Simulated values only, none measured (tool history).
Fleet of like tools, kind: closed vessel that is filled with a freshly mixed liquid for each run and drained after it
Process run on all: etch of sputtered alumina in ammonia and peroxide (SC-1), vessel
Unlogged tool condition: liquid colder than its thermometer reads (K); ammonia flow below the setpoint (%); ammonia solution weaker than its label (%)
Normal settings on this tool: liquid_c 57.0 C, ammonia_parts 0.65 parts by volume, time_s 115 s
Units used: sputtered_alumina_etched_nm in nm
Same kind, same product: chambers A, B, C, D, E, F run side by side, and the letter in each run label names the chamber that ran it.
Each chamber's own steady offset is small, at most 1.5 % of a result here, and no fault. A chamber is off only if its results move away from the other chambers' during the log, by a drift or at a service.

run	hour	liquid_c	ammonia_parts	time_s	hours since the thermometer was replaced	hours since the ammonia flow meter was replaced	hours since the drum of ammonia solution was connected	read-back film thickness of the sputtered alumina reference wafer, read on the same gauge (nm)	sputtered_alumina_etched_nm
1B	3.7	57.0	0.65	115	1016.9	969.8	254.3	69.952	9.7518
2E	8.2	57.0	0.65	115	93.2	553.3	69.6	70.003	9.9597
3A	13.3	57.0	0.65	115	189.7	1213.5	402.2	69.981	9.8845
4F	19.1	57.0	0.65	115	1114.8	581.3	858.1	70.024	9.9714
5C	22.7	57.0	0.65	115	1055.5	433.4	650.0	69.974	9.9308
6D	27.8	57.0	0.65	115	713.7	200.8	615.1	69.933	9.8224
7C	33.4	57.0	0.65	115	1066.2	444.1	660.7	70.047	9.9092
# hour 35.2: chamber B: new drum of ammonia solution connected
8A	36.4	57.0	0.65	115	212.8	1236.6	425.3	70.053	9.7942
9F	39.6	57.0	0.55	115	1135.3	601.8	878.6	70.010	9.7174
10D	43.0	57.0	0.55	115	728.9	216.0	630.3	69.971	9.8598
11E	47.8	57.0	0.55	115	132.8	592.9	109.2	70.018	9.7235
12B	50.9	57.0	0.55	115	1064.1	1017.0	15.8	70.026	9.7601
13E	57.4	57.0	0.55	115	142.4	602.5	118.8	69.952	9.7636
14C	60.7	57.0	0.55	115	1093.5	471.4	688.0	69.988	9.6955
15B	64.6	57.0	0.65	115	1077.8	1030.7	29.5	70.007	9.6459
16A	68.0	60.5	0.50	115	244.4	1268.2	456.9	70.020	11.1690
17F	74.3	60.5	0.50	115	1170.0	636.5	913.3	69.974	11.5250
# hour 77.5: chamber B: thermometer replaced
18D	78.0	60.5	0.50	115	763.9	251.0	665.3	69.992	11.5340
19E	81.6	60.5	0.50	115	166.6	626.7	143.0	69.987	11.5150
20F	87.8	60.5	0.50	115	1183.5	650.0	926.8	69.998	11.5010
21A	92.5	60.5	0.50	115	268.9	1292.7	481.4	70.038	11.1330
22D	99.2	57.0	0.65	115	785.1	272.2	686.5	69.996	9.8460
23C	102.2	57.0	0.65	115	1135.0	512.9	729.5	70.012	9.9023
24B	108.5	57.0	0.65	115	31.1	1074.6	73.4	70.017	9.8494
25B	111.9	57.0	0.65	115	34.5	1078.0	76.8	70.000	9.8882
26F	116.4	57.0	0.65	115	1212.1	678.6	955.4	69.994	9.8402
27A	120.1	57.0	0.65	115	296.5	1320.3	509.0	70.024	9.4922
28D	123.3	57.0	0.65	115	809.2	296.3	710.6	70.030	9.8170
29E	127.3	50.5	0.65	150	212.3	672.4	188.7	69.988	9.1053
30C	130.8	50.5	0.65	150	1163.6	541.5	758.1	69.950	9.1008
31F	133.9	50.5	0.65	150	1229.6	696.1	972.9	70.027	9.1807
32A	139.7	50.5	0.65	150	316.1	1339.9	528.6	70.006	8.7212
33C	144.5	50.5	0.65	150	1177.3	555.2	771.8	70.030	9.1651
34D	150.2	50.5	0.65	150	836.1	323.2	737.5	69.986	9.0968
35B	153.2	57.0	0.65	115	75.8	1119.3	118.1	69.990	9.8418
36E	159.8	57.0	0.65	115	244.8	704.9	221.2	70.015	9.8062
37A	165.6	57.0	0.65	115	342.0	1365.8	554.5	69.961	9.3538
38C	169.3	57.0	0.65	115	1202.1	580.0	796.6	69.977	9.8595
39E	173.1	57.0	0.65	115	258.1	718.2	234.5	69.982	9.8720
40F	176.4	57.0	0.65	115	1272.1	738.6	1015.4	70.031	9.9248
41B	180.2	57.0	0.65	115	102.8	1146.3	145.1	70.003	9.8225
42D	186.3	57.0	0.65	115	872.2	359.3	773.6	69.959	9.9031
43A	192.9	57.0	0.65	115	369.3	1393.1	581.8	69.982	9.0963

Decide between three cases: one chamber stands off from its peers, the gauge reading all wafers drifts, or nothing is wrong past each chamber's small offset. Where a chamber is off, say which and what most likely put it there.

It is chamber A that slowly wanders off from its peers.
Most likely cause: liquid colder than its thermometer reads (K) = 1.21.

Which of the 4 candidates below, each the usual settings with something changed and its results left as question marks, puts chamber A back in line with what the other chambers give on the usual settings?
In line means no further than this from the other chambers' mean on the usual settings: sputtered_alumina_etched_nm 0.2000 nm
44A-1	197.8	56.5	0.65	115					?
44A-2	197.8	57.0	0.80	115					?
44A-3	197.8	56.5	0.65	110					?
44A-4	197.8	57.5	0.65	120					?

On the usual settings, the other chambers give on average: sputtered_alumina_etched_nm 9.8652 nm
run	sputtered_alumina_etched_nm
44A-1	9.0027
44A-2	9.4241
44A-3	8.6112
44A-4	9.8985
The right change is 44A-4: it brings the chamber back within the allowed miss of the others.

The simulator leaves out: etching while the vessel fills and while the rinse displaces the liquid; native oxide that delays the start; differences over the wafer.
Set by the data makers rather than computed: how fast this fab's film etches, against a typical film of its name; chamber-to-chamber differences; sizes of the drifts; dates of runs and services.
